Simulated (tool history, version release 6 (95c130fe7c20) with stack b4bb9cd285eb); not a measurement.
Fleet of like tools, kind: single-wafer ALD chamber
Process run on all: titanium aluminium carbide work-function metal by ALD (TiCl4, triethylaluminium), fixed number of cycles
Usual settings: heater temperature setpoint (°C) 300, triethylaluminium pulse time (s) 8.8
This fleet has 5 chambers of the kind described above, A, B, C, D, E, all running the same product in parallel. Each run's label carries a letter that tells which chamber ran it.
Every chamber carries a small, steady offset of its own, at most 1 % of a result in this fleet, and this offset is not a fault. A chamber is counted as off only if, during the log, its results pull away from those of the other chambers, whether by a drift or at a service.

run	hour	heater temperature setpoint (°C)	triethylaluminium pulse time (s)	hours since the last thermocouple change	hours since the last triethylaluminium bottle change	read-back reference wafer on the same gauge, thickness_nm	mean film thickness on the monitor wafer (angstrom)
1D	10.7	300	8.8	787.1	823.3	1.7809	19.644
2B	19.2	300	8.8	1004.9	327.2	1.7802	19.527
3C	25.1	300	8.8	423.6	727	1.7812	19.687
4E	33.9	300	8.8	523.7	462.1	1.7811	19.734
5A	42	300	8.8	488.7	1675.2	1.7805	19.789
6D	50.6	300	8.8	827	863.2	1.7812	19.682
7C	59	300	8.8	457.5	760.9	1.7812	19.766
8A	69.7	300	8.8	516.4	1702.9	1.7827	19.828
9B	77.7	300	8.8	1063.4	385.7	1.782	19.544
10E	88.2	300	8.8	578	516.4	1.783	19.726
11B	98.7	300	8.8	1084.4	406.7	1.7828	19.57
12D	108.5	300	6.92	884.9	921.1	1.7836	18.799
13C	119.2	300	6.92	517.7	821.1	1.783	18.865
14A	128.4	300	6.92	575.1	1761.6	1.7837	18.862
15E	137.8	300	6.92	627.6	566	1.7844	18.879
16B	143.2	300	6.92	1128.9	451.2	1.7839	18.717
17C	151.1	300	8.8	549.6	853	1.7842	19.716
18D	157.2	300	8.8	933.6	969.8	1.7839	19.732
19A	167.2	300	11.91	613.9	1800.4	1.7843	20.488
20E	173.3	300	11.91	663.1	601.5	1.7852	20.457
21A	183.2	300	11.91	629.9	1816.4	1.7853	20.508
22D	189.2	300	11.91	965.6	1001.8	1.7854	20.34
23C	196.8	300	11.91	595.3	898.7	1.785	20.466
24E	204.7	300	8.8	694.5	632.9	1.7862	19.77
25B	211.1	300	8.8	1196.8	519.1	1.7861	19.622
26C	217.6	300	8.8	616.1	919.5	1.7863	19.767
27B	226.5	300	8.8	1212.2	534.5	1.7867	19.592
28A	236.2	300	8.8	682.9	1869.4	1.787	19.855
# hour 239: chamber C: triethylaluminium bottle replaced
29D	241.8	300	8.8	1018.2	1054.4	1.787	19.778
30E	252	300	8.8	741.8	680.2	1.7872	19.779
31E	258.2	300	8.8	748	686.4	1.7874	19.846
# hour 263.9: chamber A: triethylaluminium bottle replaced
32C	268.8	300	8.8	667.3	29.8	1.788	19.79
33B	276.2	300	8.8	1261.9	584.2	1.7884	19.657
34A	285.3	300	8.8	732	21.4	1.7885	19.79
35D	290.9	300	8.8	1067.3	1103.5	1.7899	19.723
36D	300.6	300	8.8	1077	1113.2	1.7892	19.694
37E	310.2	300	8.8	800	738.4	1.7892	19.793
38C	316	300	8.8	714.5	77	1.789	19.78
39B	325.3	300	8.8	1311	633.3	1.79	19.667
40A	330.8	300	8.8	777.5	66.9	1.7899	19.848
41C	338.5	300	8.8	737	99.5	1.7907	19.788
42B	345.2	300	8.8	1330.9	653.2	1.7913	19.637
43A	354.8	300	8.8	801.5	90.9	1.7909	19.886
44D	365.5	300	8.8	1141.9	1178.1	1.7915	19.796

Next, every chamber runs the same settings. What will each give?
45A	373.3	308	8.8				?
45B	373.3	308	8.8				?
45C	373.3	308	8.8				?
45D	373.3	308	8.8				?
45E	373.3	308	8.8				?

run	mean film thickness on the monitor wafer (angstrom)
45A	20.577
45B	20.385
45C	20.551
45D	20.46
45E	20.539
